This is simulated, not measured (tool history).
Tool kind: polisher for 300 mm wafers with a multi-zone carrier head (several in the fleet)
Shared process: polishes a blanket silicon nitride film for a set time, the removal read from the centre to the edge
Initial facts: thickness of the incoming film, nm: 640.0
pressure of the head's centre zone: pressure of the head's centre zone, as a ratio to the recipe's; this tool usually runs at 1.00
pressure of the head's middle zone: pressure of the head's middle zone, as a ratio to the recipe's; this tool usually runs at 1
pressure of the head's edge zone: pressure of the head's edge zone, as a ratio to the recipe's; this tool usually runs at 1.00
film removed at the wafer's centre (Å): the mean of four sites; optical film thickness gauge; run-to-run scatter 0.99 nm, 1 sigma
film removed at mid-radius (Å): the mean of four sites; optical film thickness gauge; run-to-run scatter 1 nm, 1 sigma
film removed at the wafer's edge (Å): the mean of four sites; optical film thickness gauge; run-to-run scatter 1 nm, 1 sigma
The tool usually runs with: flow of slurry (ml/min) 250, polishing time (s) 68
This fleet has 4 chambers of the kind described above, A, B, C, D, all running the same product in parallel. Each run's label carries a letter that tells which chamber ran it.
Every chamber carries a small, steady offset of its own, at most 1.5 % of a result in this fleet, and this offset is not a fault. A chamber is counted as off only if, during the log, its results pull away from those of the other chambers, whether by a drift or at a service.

run   hour  flow of slurry (ml/min)  pressure of the head's centre zone  pressure of the head's middle zone  pressure of the head's edge zone  polishing time (s)  wafers polished on this pad  hours since the slurry nozzle was cleaned  hours since the centre zone pressure was calibrated  hours since the edge zone pressure was calibrated  film removed at the wafer's centre (Å)  film removed at mid-radius (Å)  film removed at the wafer's edge (Å)
       2.7  -- chamber D: worn pad replaced by a new one
 1C    6.0                      250                                1.00                                   1                              1.00                  68                          472                                      347.6                                               1643.5                                               79.0                                  1295.0                          1268.8                                1270.1
       7.6  -- chamber C: slurry nozzle cleaned
 2A   13.8                      250                                1.00                                   1                              1.00                  68                         1085                                      303.2                                                627.8                                              826.4                                  1314.4                          1297.9                                1268.0
 3D   18.4                      250                                1.00                                   1                              1.00                  68                          183                                       27.0                                                677.2                                              131.1                                  1301.3                          1302.4                                1293.8
      22.5  -- chamber A: worn pad replaced by a new one
 4B   24.7                      250                                1.00                                   1                              1.00                  68                          598                                      144.6                                                730.4                                              710.5                                  1299.5                          1301.1                                1309.9
      25.2  -- chamber C: centre zone pressure recalibrated
 5B   33.7                      250                                1.00                                   1                              1.00                  83                          703                                      153.6                                                739.4                                              719.5                                  1584.8                          1561.5                                1591.1
 6A   39.8                      250                                1.00                                   1                              1.00                  83                          203                                      329.2                                                653.8                                              852.4                                  1591.9                          1579.5                                1561.5
 7C   47.0                      250                                1.00                                   1                              1.00                  83                          952                                       39.4                                                 21.8                                              120.0                                  1601.1                          1573.7                                1553.7
 8D   51.6                      250                                1.00                                   1                              1.00                  83                          572                                       60.2                                                710.4                                              164.3                                  1595.6                          1562.2                                1548.8
      52.6  -- chamber C: worn pad replaced by a new one
 9C   61.4                      250                                1.00                                   1                              1.05                  68                          103                                       53.8                                                 36.2                                              134.4                                  1302.5                          1283.3                                1310.6
      63.9  -- chamber D: worn pad replaced by a new one
10D   71.4                      250                                1.00                                   1                              1.05                  68                           88                                       80.0                                                730.2                                              184.1                                  1298.9                          1281.4                                1318.7
11B   78.1                      250                                1.00                                   1                              1.05                  68                         1222                                      198.0                                                783.8                                              763.9                                  1280.3                          1297.4                                1337.1
12A   86.6                      250                                1.00                                   1                              1.05                  68                          750                                      376.0                                                700.6                                              899.2                                  1269.7                          1285.0                                1299.5
      90.4  -- chamber D: centre zone pressure recalibrated
13D   96.2                      250                                1.00                                   1                              1.00                  68                          378                                      104.8                                                  5.8                                              208.9                                  1299.8                          1272.5                                1288.5
     103.9  -- chamber B: centre zone pressure recalibrated
     105.1  -- chamber A: worn pad replaced by a new one
14C  105.9                      250                                1.00                                   1                              1.00                  68                          624                                       98.3                                                 80.7                                              178.9                                  1287.1                          1285.0                                1282.7
15B  115.4                      250                                1.00                                   1                              1.00                  68                         1659                                      235.3                                                 11.5                                              801.2                                  1283.5                          1294.4                                1277.6
16A  122.1                      250                                1.00                                   1                              1.00                  68                          199                                      411.5                                                736.1                                              934.7                                  1304.8                          1288.8                                1276.3
     130.0  -- chamber D: worn pad replaced by a new one
17B  131.4                      250                                1.00                                   1                              1.00                  68                         1846                                      251.3                                                 27.5                                              817.2                                  1277.1                          1274.2                                1282.0
     138.7  -- chamber C: worn pad replaced by a new one
18D  139.1                      250                                1.00                                   1                              1.00                  68                          107                                      147.7                                                 48.7                                              251.8                                  1306.9                          1286.2                                1292.4
19C  149.0                      250                                1.00                                   1                              1.00                  68                          121                                      141.4                                                123.8                                              222.0                                  1310.1                          1280.4                                1292.3
20A  157.3                      250                                1.00                                   1                              1.00                  68                          611                                      446.7                                                771.3                                              969.9                                  1315.0                          1275.0                                1268.0
21B  165.5                      250                                1.00                                   1                              1.00                  68                         2245                                      285.4                                                 61.6                                              851.3                                  1272.8                          1256.4                                1270.2
22D  170.3                      250                                1.00                                   1                              1.00                  68                          472                                      178.9                                                 79.9                                              283.0                                  1281.6                          1284.7                                1266.8
23C  175.8                      250                                1.00                                   1                              1.00                  68                          434                                      168.2                                                150.6                                              248.8                                  1309.0                          1283.6                                1282.6
24A  182.5                      250                                1.00                                   1                              1.00                  68                          905                                      471.9                                                796.5                                              995.1                                  1288.0                          1283.3                                1284.6
     188.1  -- chamber B: slurry nozzle cleaned
25A  188.3                      250                                1.00                                   1                              1.00                  68                          973                                      477.7                                                802.3                                             1000.9                                  1301.7                          1303.1                                1282.1
26C  197.5                      250                                1.00                                   1                              1.00                  68                          688                                      189.9                                                172.3                                              270.5                                  1298.9                          1303.4                                1256.3
     199.8  -- chamber D: edge zone pressure recalibrated
     201.5  -- chamber D: worn pad replaced by a new one
27D  205.6                      250                                1.00                                   1                              1.00                  68                           48                                      214.2                                                115.2                                                5.8                                  1294.7                          1303.0                                1285.0
     207.0  -- chamber A: worn pad replaced by a new one
28B  214.6                      250                                1.00                                   1                              1.00                  68                         2819                                       26.5                                                110.7                                              900.4                                  1236.9                          1230.2                                1242.9
     222.9  -- chamber A: edge zone pressure recalibrated
29C  223.7                      250                                1.00                                   1                              1.00                  68                          995                                      216.1                                                198.5                                              296.7                                  1290.6                          1282.2                                1300.8
     227.6  -- chamber A: slurry nozzle cleaned
     228.2  -- chamber C: worn pad replaced by a new one
     231.4  -- chamber D: slurry nozzle cleaned
30A  231.9                      250                                1.00                                   1                              1.00                  68                          291                                        4.3                                                845.9                                                9.0                                  1301.9                          1297.2                                1296.8
31B  241.5                      250                                1.00                                   1                              1.00                  68                         3134                                       53.4                                                137.6                                              927.3                                  1211.4                          1231.9                                1223.9
32D  246.0                      295                                1.00                                   1                              0.90                  68                          521                                       14.7                                                155.6                                               46.2                                  1314.5                          1308.9                                1223.9
33D  252.4                      295                                1.00                                   1                              0.90                  68                          596                                       21.1                                                162.0                                               52.6                                  1303.5                          1298.6                                1223.7
34C  261.7                      295                                1.00                                   1                              0.90                  68                          392                                      254.1                                                236.5                                              334.7                                  1331.3                          1311.9                                1224.8
     264.4  -- chamber D: worn pad replaced by a new one
35A  270.8                      295                                1.00                                   1                              0.90                  68                          746                                       43.2                                                884.8                                               47.9                                  1339.6                          1314.6                                1224.6
36B  278.3                      250                                1.00                                   1                              1.00                  68                         3565                                       90.2                                                174.4                                              964.1                                  1199.6                          1194.9                                1221.4
37D  284.9                      250                                0.92                                   1                              1.00                  68                          240                                       53.6                                                194.5                                               85.1                                  1172.0                          1296.3                                1283.2
     287.5  -- chamber A: centre zone pressure recalibrated
     291.8  -- chamber A: worn pad replaced by a new one
38B  292.8                      250                                0.92                                   1                              1.00                  68                         3734                                      104.7                                                188.9                                              978.6                                  1096.6                          1182.7                                1199.3
39C  297.3                      250                                0.92                                   1                              1.00                  68                          808                                      289.7                                                272.1                                              370.3                                  1184.1                          1294.6                                1255.2
40A  305.4                      250                                0.92                                   1                              1.00                  68                          159                                       77.8                                                 17.9                                               82.5                                  1198.5                          1290.2                                1270.9
41D  310.8                      250                                1.00                                   1                              1.00                  68                          543                                       79.5                                                220.4                                              111.0                                  1288.1                          1290.7                                1277.3
42A  316.1                      250                                1.00                                   1                              1.00                  68                          285                                       88.5                                                 28.6                                               93.2                                  1291.5                          1292.2                                1290.5

What goes on in this fleet: one chamber off, a drifting gauge, or nothing beyond the chambers' own small offsets? Name the chamber and the cause, if any.

Little by little, chamber B moves away from the other chambers.
Cause: removal rate lost through wear of the pad, % = 8.83.

Here are 4 candidates for chamber B's next run, each the usual settings with a change, their results left as question marks. Which one brings its results back in line with what the others give on the usual settings?
A result is in line if it is within this distance of the other chambers' mean on the usual settings: film removed at the wafer's centre (Å) 35.0; film removed at mid-radius (Å) 37.0; film removed at the wafer's edge (Å) 35.0
43B-1  323.5                      250                                0.99                                0.99                              1.00                  66                                                                                                                                                                                                                       ?                               ?                                     ?
43B-2  323.5                      255                                1.02                                1.01                              0.99                  73                                                                                                                                                                                                                       ?                               ?                                     ?
43B-3  323.5                      245                                0.98                                0.99                              1.01                  63                                                                                                                                                                                                                       ?                               ?                                     ?
43B-4  323.5                      250                                1.01                                1.01                              1.00                  70                                                                                                                                                                                                                       ?                               ?                                     ?

Mean of the other chambers on the usual settings: film removed at the wafer's centre (Å) 1295.9; film removed at mid-radius (Å) 1288.3; film removed at the wafer's edge (Å) 1279.5
  run  film removed at the wafer's centre (Å)  film removed at mid-radius (Å)  film removed at the wafer's edge (Å)
43B-1                                  1128.3                          1129.4                                1153.2
43B-2                                  1293.0                          1274.8                                1270.6
43B-3                                  1062.3                          1075.5                                1104.5
43B-4                                  1223.4                          1219.6                                1222.7
43B-2 brings the chamber back in line.
